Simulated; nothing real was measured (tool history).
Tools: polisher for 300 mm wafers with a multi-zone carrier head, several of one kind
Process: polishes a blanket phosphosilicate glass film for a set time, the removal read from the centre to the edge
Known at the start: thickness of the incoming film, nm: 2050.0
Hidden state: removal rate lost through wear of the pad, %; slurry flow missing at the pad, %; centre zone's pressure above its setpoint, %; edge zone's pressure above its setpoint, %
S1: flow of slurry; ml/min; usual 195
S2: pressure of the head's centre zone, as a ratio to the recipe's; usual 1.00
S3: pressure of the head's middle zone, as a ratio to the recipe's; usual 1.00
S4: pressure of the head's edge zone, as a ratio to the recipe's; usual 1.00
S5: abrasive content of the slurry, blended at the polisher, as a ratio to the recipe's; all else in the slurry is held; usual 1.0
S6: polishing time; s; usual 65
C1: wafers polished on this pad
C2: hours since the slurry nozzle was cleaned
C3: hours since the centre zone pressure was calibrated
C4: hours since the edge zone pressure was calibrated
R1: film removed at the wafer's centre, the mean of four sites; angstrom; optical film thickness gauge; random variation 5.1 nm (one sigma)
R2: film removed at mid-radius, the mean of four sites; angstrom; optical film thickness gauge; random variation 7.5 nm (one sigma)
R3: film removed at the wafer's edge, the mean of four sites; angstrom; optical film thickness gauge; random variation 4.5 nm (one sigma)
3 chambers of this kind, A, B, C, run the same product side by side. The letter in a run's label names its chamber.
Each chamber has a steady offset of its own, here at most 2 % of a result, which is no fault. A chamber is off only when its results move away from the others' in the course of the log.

{"hour": 0.2, "done": "chamber B: worn pad replaced by a new one"}
{"run": "1C", "hour": 6.5, "S1": 195, "S2": 1.0, "S3": 1.0, "S4": 1.0, "S5": 1.0, "S6": 65, "C1": 893, "C2": 290.8, "C3": 507.3, "C4": 1113.4, "R1": 5361.4, "R2": 5292.9, "R3": 5350.0}
{"run": "2A", "hour": 12.2, "S1": 195, "S2": 1.0, "S3": 1.0, "S4": 1.0, "S5": 1.0, "S6": 65, "C1": 432, "C2": 503.8, "C3": 278.3, "C4": 513.4, "R1": 5576.2, "R2": 5387.0, "R3": 5371.6}
{"run": "3B", "hour": 19.5, "S1": 195, "S2": 1.0, "S3": 1.0, "S4": 1.0, "S5": 1.0, "S6": 65, "C1": 148, "C2": 128.5, "C3": 409.3, "C4": 1200.6, "R1": 5313.9, "R2": 5346.8, "R3": 5395.5}
{"run": "4A", "hour": 24.8, "S1": 195, "S2": 1.0, "S3": 1.0, "S4": 1.0, "S5": 1.0, "S6": 65, "C1": 529, "C2": 516.4, "C3": 290.9, "C4": 526.0, "R1": 5399.3, "R2": 5328.0, "R3": 5363.3}
{"run": "5B", "hour": 30.3, "S1": 195, "S2": 1.0, "S3": 1.0, "S4": 1.0, "S5": 1.0, "S6": 65, "C1": 232, "C2": 139.3, "C3": 420.1, "C4": 1211.4, "R1": 5398.8, "R2": 5307.9, "R3": 5354.0}
{"run": "6C", "hour": 38.9, "S1": 195, "S2": 1.0, "S3": 1.0, "S4": 1.0, "S5": 1.0, "S6": 65, "C1": 1142, "C2": 323.2, "C3": 539.7, "C4": 1145.8, "R1": 5296.1, "R2": 5379.0, "R3": 5375.8}
{"hour": 42.7, "done": "chamber B: edge zone pressure recalibrated"}
{"run": "7A", "hour": 44.2, "S1": 195, "S2": 1.0, "S3": 1.0, "S4": 1.0, "S5": 1.0, "S6": 65, "C1": 678, "C2": 535.8, "C3": 310.3, "C4": 545.4, "R1": 5431.6, "R2": 5418.9, "R3": 5358.7}
{"run": "8B", "hour": 50.9, "S1": 195, "S2": 1.0, "S3": 1.0, "S4": 1.05, "S5": 0.9, "S6": 65, "C1": 390, "C2": 159.9, "C3": 440.7, "C4": 8.3, "R1": 5101.9, "R2": 5156.8, "R3": 5328.6}
{"run": "9C", "hour": 60.9, "S1": 195, "S2": 1.0, "S3": 1.0, "S4": 1.05, "S5": 0.9, "S6": 65, "C1": 1312, "C2": 345.2, "C3": 561.7, "C4": 1167.8, "R1": 5069.1, "R2": 5126.9, "R3": 5161.2}
{"run": "10C", "hour": 66.7, "S1": 195, "S2": 1.0, "S3": 1.0, "S4": 1.05, "S5": 0.9, "S6": 65, "C1": 1356, "C2": 351.0, "C3": 567.5, "C4": 1173.6, "R1": 5065.0, "R2": 5104.2, "R3": 5188.2}
{"hour": 67.6, "done": "chamber B: centre zone pressure recalibrated"}
{"run": "11A", "hour": 78.0, "S1": 195, "S2": 0.88, "S3": 1.0, "S4": 1.0, "S5": 0.7, "S6": 65, "C1": 938, "C2": 569.6, "C3": 344.1, "C4": 579.2, "R1": 3909.1, "R2": 4538.2, "R3": 4411.0}
{"hour": 86.4, "done": "chamber B: worn pad replaced by a new one"}
{"run": "12B", "hour": 87.0, "S1": 195, "S2": 0.88, "S3": 1.0, "S4": 1.0, "S5": 0.7, "S6": 65, "C1": 5, "C2": 196.0, "C3": 19.5, "C4": 44.4, "R1": 3890.4, "R2": 4524.1, "R3": 4537.4}
{"hour": 93.9, "done": "chamber C: slurry nozzle cleaned"}
{"run": "13C", "hour": 94.3, "S1": 195, "S2": 0.88, "S3": 1.0, "S4": 1.0, "S5": 0.7, "S6": 65, "C1": 1569, "C2": 0.5, "C3": 595.1, "C4": 1201.2, "R1": 3830.2, "R2": 4409.9, "R3": 4481.8}
{"hour": 98.4, "done": "chamber C: worn pad replaced by a new one"}
{"hour": 104.6, "done": "chamber A: worn pad replaced by a new one"}
{"run": "14A", "hour": 105.5, "S1": 195, "S2": 1.0, "S3": 1.0, "S4": 1.0, "S5": 1.0, "S6": 65, "C1": 6, "C2": 597.1, "C3": 371.6, "C4": 606.7, "R1": 5544.8, "R2": 5424.6, "R3": 5371.4}
{"run": "15B", "hour": 112.0, "S1": 195, "S2": 1.0, "S3": 1.0, "S4": 1.09, "S5": 1.0, "S6": 65, "C1": 197, "C2": 221.0, "C3": 44.5, "C4": 69.4, "R1": 5383.8, "R2": 5321.0, "R3": 5644.2}
{"run": "16B", "hour": 120.3, "S1": 195, "S2": 1.0, "S3": 1.0, "S4": 1.09, "S5": 1.0, "S6": 65, "C1": 261, "C2": 229.3, "C3": 52.8, "C4": 77.7, "R1": 5406.5, "R2": 5303.5, "R3": 5718.3}
{"run": "17C", "hour": 131.1, "S1": 195, "S2": 1.0, "S3": 1.0, "S4": 1.09, "S5": 1.0, "S6": 65, "C1": 252, "C2": 37.3, "C3": 631.9, "C4": 1238.0, "R1": 5346.2, "R2": 5456.4, "R3": 5577.2}
{"run": "18A", "hour": 137.9, "S1": 195, "S2": 1.0, "S3": 1.0, "S4": 1.0, "S5": 1.0, "S6": 65, "C1": 256, "C2": 629.5, "C3": 404.0, "C4": 639.1, "R1": 5472.4, "R2": 5358.1, "R3": 5442.7}
{"run": "19B", "hour": 146.5, "S1": 195, "S2": 1.0, "S3": 1.0, "S4": 1.0, "S5": 1.0, "S6": 65, "C1": 463, "C2": 255.5, "C3": 79.0, "C4": 103.9, "R1": 5277.9, "R2": 5432.3, "R3": 5372.2}
{"run": "20A", "hour": 154.7, "S1": 195, "S2": 1.0, "S3": 1.0, "S4": 1.0, "S5": 1.0, "S6": 65, "C1": 385, "C2": 646.3, "C3": 420.8, "C4": 655.9, "R1": 5491.2, "R2": 5379.9, "R3": 5250.8}
{"run": "21C", "hour": 160.4, "S1": 195, "S2": 1.0, "S3": 1.0, "S4": 1.0, "S5": 1.0, "S6": 65, "C1": 477, "C2": 66.6, "C3": 661.2, "C4": 1267.3, "R1": 5320.8, "R2": 5378.9, "R3": 5373.8}
{"hour": 167.1, "done": "chamber A: centre zone pressure recalibrated"}
{"run": "22A", "hour": 168.8, "S1": 195, "S2": 1.0, "S3": 0.95, "S4": 1.0, "S5": 1.0, "S6": 65, "C1": 494, "C2": 660.4, "C3": 1.8, "C4": 670.0, "R1": 5368.2, "R2": 5144.8, "R3": 5309.3}
{"hour": 171.4, "done": "chamber B: worn pad replaced by a new one"}
{"run": "23C", "hour": 178.8, "S1": 195, "S2": 1.0, "S3": 0.95, "S4": 1.0, "S5": 1.0, "S6": 65, "C1": 619, "C2": 85.0, "C3": 679.6, "C4": 1285.7, "R1": 5345.3, "R2": 4897.4, "R3": 5413.5}
{"run": "24B", "hour": 184.0, "S1": 195, "S2": 1.0, "S3": 0.95, "S4": 1.0, "S5": 1.0, "S6": 65, "C1": 97, "C2": 293.0, "C3": 116.5, "C4": 141.4, "R1": 5382.7, "R2": 5098.8, "R3": 5382.9}
{"run": "25B", "hour": 190.7, "S1": 195, "S2": 1.0, "S3": 1.0, "S4": 1.0, "S5": 1.0, "S6": 65, "C1": 149, "C2": 299.7, "C3": 123.2, "C4": 148.1, "R1": 5304.5, "R2": 5449.4, "R3": 5424.4}

All 3 chambers run these settings next. Forecast each chamber's results:
{"run": "26A", "hour": 199.0, "S1": 195, "S2": 1.0, "S3": 1.0, "S4": 1.0, "S5": 1.0, "S6": 65, "R1": "?", "R2": "?", "R3": "?"}
{"run": "26B", "hour": 199.0, "S1": 195, "S2": 1.0, "S3": 1.0, "S4": 1.0, "S5": 1.0, "S6": 65, "R1": "?", "R2": "?", "R3": "?"}
{"run": "26C", "hour": 199.0, "S1": 195, "S2": 1.0, "S3": 1.0, "S4": 1.0, "S5": 1.0, "S6": 65, "R1": "?", "R2": "?", "R3": "?"}

run=26A R1=5376.8 R2=5301.8 R3=5331.7
run=26B R1=5397.2 R2=5388.6 R3=5417.8
run=26C R1=5313.8 R2=5186.3 R3=5424.7
